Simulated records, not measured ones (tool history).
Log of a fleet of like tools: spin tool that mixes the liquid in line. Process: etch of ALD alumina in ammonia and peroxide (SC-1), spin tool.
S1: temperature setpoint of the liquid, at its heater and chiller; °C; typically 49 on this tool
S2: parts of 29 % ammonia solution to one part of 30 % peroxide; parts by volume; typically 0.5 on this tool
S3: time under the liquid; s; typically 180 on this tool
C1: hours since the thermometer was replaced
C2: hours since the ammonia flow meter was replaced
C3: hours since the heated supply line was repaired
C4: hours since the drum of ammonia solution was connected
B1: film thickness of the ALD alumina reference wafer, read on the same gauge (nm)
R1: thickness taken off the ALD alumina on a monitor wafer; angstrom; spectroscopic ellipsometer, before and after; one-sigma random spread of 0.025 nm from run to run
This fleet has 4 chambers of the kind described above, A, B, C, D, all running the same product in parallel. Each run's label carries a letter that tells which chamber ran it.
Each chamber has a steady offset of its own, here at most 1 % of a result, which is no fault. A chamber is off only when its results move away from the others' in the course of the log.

Run 1D, hour 7.1: usual settings; C1 886.4; C2 282.1; C3 968.5; C4 348.1; B1 140.01. Result: R1 60.788 angstrom.
Run 2B, hour 11.4: usual settings; C1 829.4; C2 343; C3 72.3; C4 169.3; B1 140.02. Result: R1 60.66 angstrom.
Run 3A, hour 14.9: usual settings; C1 1677.3; C2 576.6; C3 762.1; C4 556.4; B1 140.03. Result: R1 60.906 angstrom.
Run 4C, hour 21.3: usual settings; C1 907.6; C2 235.2; C3 2275.5; C4 560.8; B1 140.01. Result: R1 62.16 angstrom.
Run 5C, hour 26.7: usual settings but S1 57 °C, S2 0.6 parts by volume; C1 913; C2 240.6; C3 2280.9; C4 566.2; B1 140.03. Result: R1 96.934 angstrom.
Run 6D, hour 31.6: usual settings but S1 57 °C, S2 0.6 parts by volume; C1 910.9; C2 306.6; C3 993; C4 372.6; B1 140.01. Result: R1 96.306 angstrom.
Run 7A, hour 39.2: usual settings but S1 57 °C, S2 0.6 parts by volume; C1 1701.6; C2 600.9; C3 786.4; C4 580.7; B1 140.01. Result: R1 96.55 angstrom.
Run 8B, hour 44.3: usual settings but S1 57 °C, S2 0.6 parts by volume; C1 862.3; C2 375.9; C3 105.2; C4 202.2; B1 140. Result: R1 94.866 angstrom.
Run 9B, hour 50.4: usual settings but S2 0.6 parts by volume, S3 220 s; C1 868.4; C2 382; C3 111.3; C4 208.3; B1 140.01. Result: R1 75.49 angstrom.
Run 10A, hour 55.5: usual settings but S2 0.6 parts by volume, S3 220 s; C1 1717.9; C2 617.2; C3 802.7; C4 597; B1 139.98. Result: R1 75.287 angstrom.
Run 11C, hour 60.6: usual settings but S2 0.6 parts by volume, S3 220 s; C1 946.9; C2 274.5; C3 2314.8; C4 600.1; B1 139.99. Result: R1 77.282 angstrom.
Run 12D, hour 66.8: usual settings but S2 0.6 parts by volume, S3 220 s; C1 946.1; C2 341.8; C3 1028.2; C4 407.8; B1 140.01. Result: R1 75.045 angstrom.
At hour 66.9: chamber D: new drum of ammonia solution connected.
Run 13A, hour 71.2: usual settings; C1 1733.6; C2 632.9; C3 818.4; C4 612.7; B1 140.01. Result: R1 60.763 angstrom.
Run 14B, hour 77.9: usual settings; C1 895.9; C2 409.5; C3 138.8; C4 235.8; B1 140. Result: R1 60.94 angstrom.
At hour 81.5: chamber C: heated supply line repaired.
Run 15C, hour 85.4: usual settings; C1 971.7; C2 299.3; C3 3.9; C4 624.9; B1 139.99. Result: R1 61.446 angstrom.
Run 16D, hour 89.2: usual settings; C1 968.5; C2 364.2; C3 1050.6; C4 22.4; B1 140.02. Result: R1 60.569 angstrom.
Run 17A, hour 93.5: usual settings; C1 1755.9; C2 655.2; C3 840.7; C4 635; B1 140.02. Result: R1 60.29 angstrom.
Run 18C, hour 99.9: usual settings; C1 986.2; C2 313.8; C3 18.4; C4 639.4; B1 139.98. Result: R1 61.42 angstrom.
Run 19B, hour 106.1: usual settings; C1 924.1; C2 437.7; C3 167; C4 264; B1 139.97. Result: R1 60.527 angstrom.
Run 20D, hour 110.3: usual settings but S2 0.3 parts by volume; C1 989.6; C2 385.3; C3 1071.7; C4 43.5; B1 140.02. Result: R1 57.625 angstrom.
Run 21A, hour 115.9: usual settings but S2 0.3 parts by volume; C1 1778.3; C2 677.6; C3 863.1; C4 657.4; B1 140.01. Result: R1 57.789 angstrom.
Run 22C, hour 123.8: usual settings but S2 0.3 parts by volume; C1 1010.1; C2 337.7; C3 42.3; C4 663.3; B1 140.03. Result: R1 59.122 angstrom.
Run 23D, hour 131.6: usual settings but S2 0.3 parts by volume; C1 1010.9; C2 406.6; C3 1093; C4 64.8; B1 140. Result: R1 57.903 angstrom.
Run 24B, hour 137.8: usual settings; C1 955.8; C2 469.4; C3 198.7; C4 295.7; B1 139.99. Result: R1 60.91 angstrom.
Run 25B, hour 141.8: usual settings; C1 959.8; C2 473.4; C3 202.7; C4 299.7; B1 140. Result: R1 61.201 angstrom.
Run 26A, hour 147.3: usual settings; C1 1809.7; C2 709; C3 894.5; C4 688.8; B1 139.98. Result: R1 60.042 angstrom.
Run 27C, hour 152.7: usual settings; C1 1039; C2 366.6; C3 71.2; C4 692.2; B1 140. Result: R1 62.187 angstrom.
Run 28D, hour 158.4: usual settings; C1 1037.7; C2 433.4; C3 1119.8; C4 91.6; B1 140.04. Result: R1 60.773 angstrom.
Run 29C, hour 165.3: usual settings; C1 1051.6; C2 379.2; C3 83.8; C4 704.8; B1 140. Result: R1 61.424 angstrom.
Run 30B, hour 170.3: usual settings; C1 988.3; C2 501.9; C3 231.2; C4 328.2; B1 140. Result: R1 60.947 angstrom.
Run 31A, hour 174.3: usual settings; C1 1836.7; C2 736; C3 921.5; C4 715.8; B1 140. Result: R1 59.121 angstrom.
Run 32D, hour 181.7: usual settings; C1 1061; C2 456.7; C3 1143.1; C4 114.9; B1 139.97. Result: R1 60.543 angstrom.

Has any chamber moved away from the others, gradually or after a service, or does the common gauge drift, or do the chambers differ only by their own small steady offsets? State the chamber and the most likely cause if one applies.

Chamber A drifts away from the others.
What lies behind it: temperature lost on the way to the wafer (K) = 0.679.
From this log alone, it may not be told apart from: liquid colder than its thermometer reads (K).

Which of the 4 candidates below, each the usual settings with something changed and its results left as question marks, puts chamber A back in line with what the other chambers give on the usual settings?
In line here means within this much of the mean the other chambers give on the usual settings: R1 0.85 angstrom
Run 33A-1, hour 187.4: usual settings but S3 185 s. Result: R1 ?.
Run 33A-2, hour 187.4: usual settings but S2 0.45 parts by volume. Result: R1 ?.
Run 33A-3, hour 187.4: usual settings but S1 48.5 °C. Result: R1 ?.
Run 33A-4, hour 187.4: usual settings but S2 0.55 parts by volume. Result: R1 ?.

Usual-settings mean across the other chambers: R1 61.074 angstrom
  run      R1
33A-1  61.014
33A-2  58.773
33A-3  57.733
33A-4  59.905
The right change is 33A-1: it brings the chamber back within the allowed miss of the others.
